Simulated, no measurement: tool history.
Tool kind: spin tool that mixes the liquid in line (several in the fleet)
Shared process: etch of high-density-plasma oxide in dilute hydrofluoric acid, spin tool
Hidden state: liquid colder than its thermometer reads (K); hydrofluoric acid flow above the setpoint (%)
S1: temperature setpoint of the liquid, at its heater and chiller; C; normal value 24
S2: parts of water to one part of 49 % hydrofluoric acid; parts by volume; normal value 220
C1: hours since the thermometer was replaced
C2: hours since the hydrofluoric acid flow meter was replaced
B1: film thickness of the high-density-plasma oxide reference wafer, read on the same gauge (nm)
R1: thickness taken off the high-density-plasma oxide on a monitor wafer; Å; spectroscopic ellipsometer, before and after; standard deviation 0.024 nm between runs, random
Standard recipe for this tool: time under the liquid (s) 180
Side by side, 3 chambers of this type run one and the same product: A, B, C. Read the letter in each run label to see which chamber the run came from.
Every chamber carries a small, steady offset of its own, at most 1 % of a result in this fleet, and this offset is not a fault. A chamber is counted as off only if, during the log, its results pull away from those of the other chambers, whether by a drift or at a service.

{"run": "1A", "hour": 10.6, "S1": 24, "S2": 220, "time under the liquid (s)": 180, "C1": 1307.6, "C2": 1644.2, "B1": 60.018, "R1": 44.986}
{"run": "2B", "hour": 22.8, "S1": 24, "S2": 220, "time under the liquid (s)": 180, "C1": 594.3, "C2": 176.1, "B1": 59.978, "R1": 44.762}
{"run": "3C", "hour": 30.7, "S1": 24, "S2": 220, "time under the liquid (s)": 180, "C1": 310.3, "C2": 724.6, "B1": 60.016, "R1": 45.13}
{"run": "4B", "hour": 37.3, "S1": 24, "S2": 220, "time under the liquid (s)": 180, "C1": 608.8, "C2": 190.6, "B1": 59.968, "R1": 45.411}
{"run": "5C", "hour": 47.3, "S1": 24, "S2": 220, "time under the liquid (s)": 180, "C1": 326.9, "C2": 741.2, "B1": 60.002, "R1": 45.524}
{"run": "6A", "hour": 58.4, "S1": 24, "S2": 220, "time under the liquid (s)": 180, "C1": 1355.4, "C2": 1692.0, "B1": 59.995, "R1": 44.801}
{"run": "7B", "hour": 65.2, "S1": 24, "S2": 220, "time under the liquid (s)": 180, "C1": 636.7, "C2": 218.5, "B1": 60.014, "R1": 44.859}
{"run": "8C", "hour": 76.2, "S1": 24, "S2": 220, "time under the liquid (s)": 180, "C1": 355.8, "C2": 770.1, "B1": 60.021, "R1": 45.327}
{"run": "9A", "hour": 84.2, "S1": 24, "S2": 220, "time under the liquid (s)": 180, "C1": 1381.2, "C2": 1717.8, "B1": 60.009, "R1": 44.939}
{"run": "10B", "hour": 90.0, "S1": 24, "S2": 220, "time under the liquid (s)": 180, "C1": 661.5, "C2": 243.3, "B1": 59.983, "R1": 44.513}
{"run": "11A", "hour": 95.7, "S1": 24, "S2": 220, "time under the liquid (s)": 180, "C1": 1392.7, "C2": 1729.3, "B1": 60.01, "R1": 44.807}
{"run": "12C", "hour": 103.7, "S1": 24, "S2": 220, "time under the liquid (s)": 180, "C1": 383.3, "C2": 797.6, "B1": 59.982, "R1": 44.669}
{"run": "13A", "hour": 112.8, "S1": 24, "S2": 220, "time under the liquid (s)": 180, "C1": 1409.8, "C2": 1746.4, "B1": 60.045, "R1": 45.101}
{"run": "14C", "hour": 123.0, "S1": 24, "S2": 220, "time under the liquid (s)": 180, "C1": 402.6, "C2": 816.9, "B1": 59.986, "R1": 44.147}
{"run": "15B", "hour": 133.4, "S1": 24, "S2": 220, "time under the liquid (s)": 180, "C1": 704.9, "C2": 286.7, "B1": 60.019, "R1": 44.88}
{"run": "16C", "hour": 141.4, "S1": 24, "S2": 220, "time under the liquid (s)": 180, "C1": 421.0, "C2": 835.3, "B1": 59.994, "R1": 44.45}
{"run": "17B", "hour": 148.0, "S1": 24, "S2": 220, "time under the liquid (s)": 180, "C1": 719.5, "C2": 301.3, "B1": 59.968, "R1": 44.956}
{"run": "18A", "hour": 160.0, "S1": 24, "S2": 220, "time under the liquid (s)": 180, "C1": 1457.0, "C2": 1793.6, "B1": 60.031, "R1": 44.963}
{"run": "19C", "hour": 171.5, "S1": 24, "S2": 310, "time under the liquid (s)": 140, "C1": 451.1, "C2": 865.4, "B1": 59.988, "R1": 22.146}
{"run": "20B", "hour": 177.5, "S1": 24, "S2": 310, "time under the liquid (s)": 140, "C1": 749.0, "C2": 330.8, "B1": 59.993, "R1": 22.616}
{"run": "21A", "hour": 188.6, "S1": 24, "S2": 310, "time under the liquid (s)": 140, "C1": 1485.6, "C2": 1822.2, "B1": 59.991, "R1": 22.634}
{"run": "22B", "hour": 198.1, "S1": 24, "S2": 220, "time under the liquid (s)": 180, "C1": 769.6, "C2": 351.4, "B1": 60.001, "R1": 44.941}
{"run": "23A", "hour": 209.5, "S1": 24, "S2": 220, "time under the liquid (s)": 180, "C1": 1506.5, "C2": 1843.1, "B1": 60.004, "R1": 45.035}
{"run": "24C", "hour": 217.3, "S1": 24, "S2": 290, "time under the liquid (s)": 180, "C1": 496.9, "C2": 911.2, "B1": 59.997, "R1": 31.084}
{"run": "25A", "hour": 226.1, "S1": 24, "S2": 290, "time under the liquid (s)": 180, "C1": 1523.1, "C2": 1859.7, "B1": 59.992, "R1": 31.785}
{"run": "26C", "hour": 234.1, "S1": 24, "S2": 290, "time under the liquid (s)": 180, "C1": 513.7, "C2": 928.0, "B1": 60.002, "R1": 30.918}
{"run": "27B", "hour": 245.8, "S1": 24, "S2": 220, "time under the liquid (s)": 180, "C1": 817.3, "C2": 399.1, "B1": 59.998, "R1": 44.758}
{"run": "28A", "hour": 252.7, "S1": 24, "S2": 220, "time under the liquid (s)": 180, "C1": 1549.7, "C2": 1886.3, "B1": 59.994, "R1": 44.752}
{"run": "29C", "hour": 258.0, "S1": 24, "S2": 220, "time under the liquid (s)": 180, "C1": 537.6, "C2": 951.9, "B1": 59.992, "R1": 43.476}
{"run": "30B", "hour": 265.0, "S1": 24, "S2": 220, "time under the liquid (s)": 180, "C1": 836.5, "C2": 418.3, "B1": 60.003, "R1": 44.86}
{"run": "31C", "hour": 275.6, "S1": 24, "S2": 220, "time under the liquid (s)": 180, "C1": 555.2, "C2": 969.5, "B1": 60.018, "R1": 43.354}
{"run": "32A", "hour": 284.9, "S1": 24, "S2": 220, "time under the liquid (s)": 180, "C1": 1581.9, "C2": 1918.5, "B1": 59.989, "R1": 45.2}
{"run": "33B", "hour": 294.6, "S1": 24, "S2": 220, "time under the liquid (s)": 180, "C1": 866.1, "C2": 447.9, "B1": 59.978, "R1": 44.86}

Does one chamber stand apart from the rest, does the shared gauge drift, or is all well apart from small per-chamber offsets? Give the chamber and the most likely cause, where there is one.

Little by little, chamber C moves away from the other chambers.
Most likely cause: liquid colder than its thermometer reads (K) = 1.31.
The log may not tell that from: hydrofluoric acid flow below the setpoint (%).

Below are 4 candidate recipes for chamber C's next run, each the usual settings with a change, their results shown as question marks. Which of them brings C's results back in line with what the other chambers give on the usual settings?
To be in line, a result may differ from the other chambers' mean on the usual settings by at most: R1 0.840 Å
{"run": "34C-1", "hour": 303.3, "S1": 24, "S2": 235, "time under the liquid (s)": 180, "R1": "?"}
{"run": "34C-2", "hour": 303.3, "S1": 23, "S2": 220, "time under the liquid (s)": 180, "R1": "?"}
{"run": "34C-3", "hour": 303.3, "S1": 26, "S2": 220, "time under the liquid (s)": 180, "R1": "?"}
{"run": "34C-4", "hour": 303.3, "S1": 25, "S2": 220, "time under the liquid (s)": 180, "R1": "?"}

The other chambers' mean on the usual settings: R1 44.856 Å
run=34C-1 R1=39.850
run=34C-2 R1=41.649
run=34C-3 R1=46.515
run=34C-4 R1=44.851
34C-4 puts the chamber back in line with the other chambers.
